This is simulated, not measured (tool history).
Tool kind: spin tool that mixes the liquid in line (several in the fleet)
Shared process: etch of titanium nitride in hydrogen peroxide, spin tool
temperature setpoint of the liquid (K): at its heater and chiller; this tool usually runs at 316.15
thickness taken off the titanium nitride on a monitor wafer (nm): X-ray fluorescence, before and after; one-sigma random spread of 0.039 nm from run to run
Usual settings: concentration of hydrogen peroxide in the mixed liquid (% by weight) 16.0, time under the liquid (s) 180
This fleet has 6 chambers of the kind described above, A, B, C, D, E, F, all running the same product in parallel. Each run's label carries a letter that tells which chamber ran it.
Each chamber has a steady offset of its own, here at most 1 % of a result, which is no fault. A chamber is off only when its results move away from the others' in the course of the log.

| run | hour | temperature setpoint of the liquid (K) | concentration of hydrogen peroxide in the mixed liquid (% by weight) | time under the liquid (s) | read-back film thickness of the titanium nitride reference wafer, read on the same gauge (nm) | thickness taken off the titanium nitride on a monitor wafer (nm) |
|---|---|---|---|---|---|---|
| 1E | 3.3 | 316.15 | 16.0 | 180 | 79.982 | 2.8266 |
|  | 3.9 | chamber E: new drum of peroxide connected |
| 2A | 6.6 | 316.15 | 16.0 | 180 | 79.991 | 2.7556 |
|  | 7.8 | chamber B: new drum of peroxide connected |
| 3C | 12.7 | 316.15 | 16.0 | 180 | 80.007 | 2.7478 |
| 4B | 19.2 | 316.15 | 16.0 | 180 | 79.995 | 2.7370 |
| 5D | 24.0 | 316.15 | 16.0 | 180 | 79.998 | 2.6413 |
| 6F | 28.3 | 316.15 | 19.0 | 80 | 79.995 | 1.2565 |
| 7F | 33.5 | 316.15 | 19.0 | 80 | 79.999 | 1.2603 |
| 8D | 39.8 | 316.15 | 19.0 | 80 | 80.015 | 1.2344 |
| 9B | 43.4 | 316.15 | 19.0 | 80 | 80.011 | 1.2652 |
| 10E | 49.9 | 316.15 | 19.0 | 80 | 80.012 | 1.2570 |
| 11C | 55.4 | 316.15 | 19.0 | 80 | 79.987 | 1.2542 |
| 12A | 61.9 | 316.15 | 16.0 | 180 | 79.996 | 2.6869 |
| 13F | 68.4 | 316.15 | 16.0 | 180 | 80.009 | 2.7243 |
| 14E | 75.3 | 316.15 | 16.0 | 180 | 80.018 | 2.7319 |
| 15B | 81.1 | 316.15 | 16.0 | 180 | 80.008 | 2.6583 |
| 16D | 86.0 | 316.15 | 16.0 | 180 | 79.993 | 2.6825 |
| 17A | 92.1 | 316.15 | 16.0 | 140 | 79.998 | 2.1146 |
| 18C | 98.5 | 316.15 | 16.0 | 140 | 80.005 | 2.1235 |
| 19C | 103.2 | 316.15 | 16.0 | 140 | 80.001 | 2.1309 |
| 20E | 109.8 | 316.15 | 16.0 | 140 | 79.992 | 2.0587 |
| 21B | 117.2 | 316.15 | 16.0 | 140 | 79.984 | 1.9907 |
| 22F | 120.9 | 316.15 | 16.0 | 140 | 80.000 | 2.0892 |
| 23D | 126.9 | 316.15 | 16.0 | 180 | 80.007 | 2.7178 |
| 24A | 130.8 | 316.15 | 16.0 | 180 | 79.997 | 2.7317 |
| 25D | 137.1 | 316.15 | 12.0 | 105 | 79.995 | 1.4827 |
| 26B | 143.5 | 316.15 | 12.0 | 105 | 79.997 | 1.3384 |
| 27A | 148.5 | 316.15 | 12.0 | 105 | 79.984 | 1.4895 |
|  | 149.1 | chamber A: new drum of peroxide connected |
|  | 151.4 | chamber F: new drum of peroxide connected |
| 28F | 153.2 | 316.15 | 12.0 | 105 | 79.994 | 1.5066 |
| 29E | 158.5 | 316.15 | 12.0 | 105 | 80.001 | 1.5135 |
| 30C | 165.3 | 316.15 | 12.0 | 105 | 79.987 | 1.5002 |
| 31D | 170.6 | 316.15 | 16.0 | 180 | 79.978 | 2.7252 |
| 32E | 176.3 | 316.15 | 16.0 | 180 | 79.999 | 2.7051 |
| 33C | 182.0 | 316.15 | 20.5 | 180 | 79.993 | 2.8850 |
| 34F | 188.1 | 316.15 | 20.5 | 180 | 80.002 | 2.8776 |
| 35B | 192.9 | 316.15 | 20.5 | 180 | 79.998 | 2.4774 |
| 36A | 199.3 | 316.15 | 20.5 | 180 | 80.002 | 2.9554 |
| 37C | 205.7 | 316.15 | 20.5 | 180 | 80.018 | 2.8688 |

Each of the 6 chambers runs these same settings next. Fill in every chamber's results:
| 38A | 211.1 | 316.15 | 20.0 | 180 |  | ? |
| 38B | 211.1 | 316.15 | 20.0 | 180 |  | ? |
| 38C | 211.1 | 316.15 | 20.0 | 180 |  | ? |
| 38D | 211.1 | 316.15 | 20.0 | 180 |  | ? |
| 38E | 211.1 | 316.15 | 20.0 | 180 |  | ? |
| 38F | 211.1 | 316.15 | 20.0 | 180 |  | ? |

| run | thickness taken off the titanium nitride on a monitor wafer (nm) |
|---|---|
| 38A | 2.8123 |
| 38B | 2.4036 |
| 38C | 2.9286 |
| 38D | 2.8468 |
| 38E | 2.8675 |
| 38F | 2.8752 |
